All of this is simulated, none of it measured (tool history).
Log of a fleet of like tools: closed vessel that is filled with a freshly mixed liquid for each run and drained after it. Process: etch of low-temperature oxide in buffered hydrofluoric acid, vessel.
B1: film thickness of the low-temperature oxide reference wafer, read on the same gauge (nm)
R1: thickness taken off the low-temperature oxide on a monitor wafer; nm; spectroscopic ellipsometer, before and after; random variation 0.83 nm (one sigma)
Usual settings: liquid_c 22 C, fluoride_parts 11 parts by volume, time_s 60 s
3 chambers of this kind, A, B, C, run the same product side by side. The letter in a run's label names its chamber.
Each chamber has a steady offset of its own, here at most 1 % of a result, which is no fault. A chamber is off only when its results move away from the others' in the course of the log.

run 1A day=0.546 | liquid_c=22 fluoride_parts=11 time_s=60 | B1=150 | R1=151.27
run 2C day=0.871 | liquid_c=22 fluoride_parts=11 time_s=60 | B1=149.98 | R1=149.38
run 3B day=1.404 | liquid_c=22 fluoride_parts=11 time_s=60 | B1=150.04 | R1=151.59
run 4C day=1.838 | liquid_c=22 fluoride_parts=11 time_s=60 | B1=150 | R1=150.67
run 5A day=2.446 | liquid_c=22 fluoride_parts=11 time_s=60 | B1=150.07 | R1=151.14
run 6B day=2.733 | liquid_c=25.5 fluoride_parts=15 time_s=60 | B1=150.02 | R1=136.74
run 7B day=3.371 | liquid_c=25.5 fluoride_parts=15 time_s=60 | B1=150.01 | R1=137.88
run 8C day=3.829 | liquid_c=25.5 fluoride_parts=15 time_s=60 | B1=149.97 | R1=134
run 9A day=4.142 | liquid_c=22 fluoride_parts=11 time_s=60 | B1=149.99 | R1=152.14
run 10B day=4.512 | liquid_c=22 fluoride_parts=11 time_s=60 | B1=149.98 | R1=152.21
run 11A day=4.95 | liquid_c=22 fluoride_parts=11 time_s=60 | B1=149.98 | R1=151.36
run 12C day=5.375 | liquid_c=22 fluoride_parts=11 time_s=60 | B1=150.02 | R1=150.29
run 13A day=5.95 | liquid_c=22 fluoride_parts=14 time_s=60 | B1=150.04 | R1=120.51
-- day=6.508 chamber A: thermometer replaced
run 14B day=6.529 | liquid_c=22 fluoride_parts=14 time_s=60 | B1=149.98 | R1=121.41
run 15C day=6.829 | liquid_c=22 fluoride_parts=14 time_s=60 | B1=150.05 | R1=119.58
run 16B day=7.188 | liquid_c=22 fluoride_parts=11 time_s=60 | B1=150.02 | R1=153.15
run 17C day=7.512 | liquid_c=22 fluoride_parts=11 time_s=60 | B1=149.99 | R1=147.98
run 18A day=8.071 | liquid_c=22 fluoride_parts=11 time_s=60 | B1=150 | R1=150.56
run 19C day=8.696 | liquid_c=22 fluoride_parts=11 time_s=60 | B1=150 | R1=150.48
run 20B day=9.104 | liquid_c=22 fluoride_parts=11 time_s=60 | B1=149.97 | R1=152.81
run 21A day=9.504 | liquid_c=22 fluoride_parts=11 time_s=60 | B1=150.04 | R1=153.3
run 22B day=10.096 | liquid_c=22 fluoride_parts=11 time_s=60 | B1=150.01 | R1=152.53
run 23A day=10.517 | liquid_c=22 fluoride_parts=11 time_s=60 | B1=149.95 | R1=151.29
run 24C day=11.112 | liquid_c=22 fluoride_parts=11 time_s=60 | B1=149.96 | R1=149.73
run 25A day=11.733 | liquid_c=22 fluoride_parts=11 time_s=60 | B1=150 | R1=150.52
run 26C day=12.162 | liquid_c=22 fluoride_parts=11 time_s=60 | B1=149.99 | R1=151.24
run 27B day=12.696 | liquid_c=22 fluoride_parts=11 time_s=60 | B1=150 | R1=149.83
run 28A day=13.062 | liquid_c=22 fluoride_parts=11 time_s=60 | B1=149.99 | R1=151.64
run 29C day=13.558 | liquid_c=24.5 fluoride_parts=11 time_s=30 | B1=149.98 | R1=85.921
run 30B day=14.15 | liquid_c=24.5 fluoride_parts=11 time_s=30 | B1=149.96 | R1=85.618
run 31C day=14.521 | liquid_c=24.5 fluoride_parts=11 time_s=30 | B1=150.03 | R1=86.66
run 32B day=14.833 | liquid_c=22 fluoride_parts=11 time_s=60 | B1=150.03 | R1=148.46
run 33A day=15.204 | liquid_c=22 fluoride_parts=11 time_s=60 | B1=149.99 | R1=151.36
run 34C day=15.546 | liquid_c=22 fluoride_parts=11 time_s=60 | B1=150.01 | R1=151.11
-- day=15.675 chamber A: hydrofluoric acid flow meter replaced
run 35A day=15.896 | liquid_c=22 fluoride_parts=11 time_s=60 | B1=149.95 | R1=151.27
run 36B day=16.425 | liquid_c=22 fluoride_parts=11 time_s=60 | B1=149.96 | R1=147.94
run 37B day=16.983 | liquid_c=22 fluoride_parts=11 time_s=60 | B1=150.03 | R1=145.75
run 38C day=17.296 | liquid_c=22 fluoride_parts=11 time_s=60 | B1=149.96 | R1=147.9
run 39A day=17.683 | liquid_c=22 fluoride_parts=11 time_s=60 | B1=150 | R1=152.16
run 40A day=18.117 | liquid_c=22 fluoride_parts=11 time_s=60 | B1=149.95 | R1=152.83
run 41C day=18.517 | liquid_c=22 fluoride_parts=11 time_s=60 | B1=149.92 | R1=148.62
run 42B day=19.008 | liquid_c=22 fluoride_parts=11 time_s=60 | B1=149.98 | R1=145.2

What goes on in this fleet: one chamber off, a drifting gauge, or nothing beyond the chambers' own small offsets? Name the chamber and the cause, if any.

Chamber B drifts away from the others.
Cause: hydrofluoric acid flow below the setpoint (%) = 5.28.
The log may not tell that from: liquid colder than its thermometer reads (K).

Here are 4 candidates for chamber B's next run, each the usual settings with a change, their results left as question marks. Which one brings its results back in line with what the others give on the usual settings?
In line means no further than this from the other chambers' mean on the usual settings: R1 2.9 nm
run 43B-1 day=19.467 | liquid_c=22.5 fluoride_parts=10.5 time_s=60 | R1=?
run 43B-2 day=19.467 | liquid_c=22 fluoride_parts=10.5 time_s=60 | R1=?
run 43B-3 day=19.467 | liquid_c=21.5 fluoride_parts=11.5 time_s=60 | R1=?
run 43B-4 day=19.467 | liquid_c=22 fluoride_parts=11.5 time_s=60 | R1=?

The other chambers' mean on the usual settings: R1 150.95 nm
run=43B-1 R1=155.7
run=43B-2 R1=151.55
run=43B-3 R1=135.04
run=43B-4 R1=138.83
43B-2 brings the chamber back in line.
